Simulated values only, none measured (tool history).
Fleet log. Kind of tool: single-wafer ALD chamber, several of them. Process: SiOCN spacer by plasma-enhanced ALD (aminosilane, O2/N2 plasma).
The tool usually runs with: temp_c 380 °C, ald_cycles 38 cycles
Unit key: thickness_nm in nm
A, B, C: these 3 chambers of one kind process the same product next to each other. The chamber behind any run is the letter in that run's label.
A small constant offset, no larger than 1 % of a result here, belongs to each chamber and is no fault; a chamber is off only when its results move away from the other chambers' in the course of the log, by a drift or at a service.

run	hour	temp_c	ald_cycles	read-back reference wafer on the same gauge, thickness_nm	thickness_nm
1C	11.7	380	38	1.8904	2.2912
2B	23.8	380	38	1.8909	2.2699
3A	32.4	380	38	1.8911	2.2879
4B	42.2	380	38	1.892	2.2835
5C	50.1	380	38	1.892	2.2965
6A	60.9	380	38	1.8918	2.285
7C	67.8	380	38	1.8926	2.2933
8B	76.8	380	38	1.8936	2.2831
9A	87.8	380	38	1.8936	2.291
10A	95.9	380	38	1.8929	2.2944
11C	110	380	38	1.8938	2.3037
12B	125.9	380	38	1.895	2.2783
13A	136.3	380	38	1.8958	2.2939
14B	145.6	380	38	1.8959	2.2919
15C	158.9	380	38	1.8963	2.2999
16C	170.4	380	38	1.8969	2.3016
17A	180.7	380	38	1.8969	2.2935
18B	190	380	38	1.8961	2.2885
19A	205.2	380	38	1.897	2.302
20C	212.2	380	38	1.8982	2.3086
21B	224.3	380	38	1.8992	2.2868
22C	236.6	380	38	1.8989	2.3012
23A	246.4	380	38	1.8994	2.2988
24B	255.8	371	38	1.8994	2.2828
25C	271.3	371	38	1.9004	2.3062
26B	284.2	371	38	1.9008	2.2862
# hour 292.8: chamber B: thermocouple changed; heater temperature recalibrated
27A	298	380	38	1.9009	2.3056
28B	305.6	380	38	1.9014	2.2912
29C	313.6	380	38	1.9019	2.3047
30A	323.5	380	38	1.9022	2.3013

All 3 chambers run these settings next. Forecast each chamber's results:
31A	334.9	380	38		?
31B	334.9	380	38		?
31C	334.9	380	38		?

run	thickness_nm
31A	2.2995
31B	2.2899
31C	2.3099
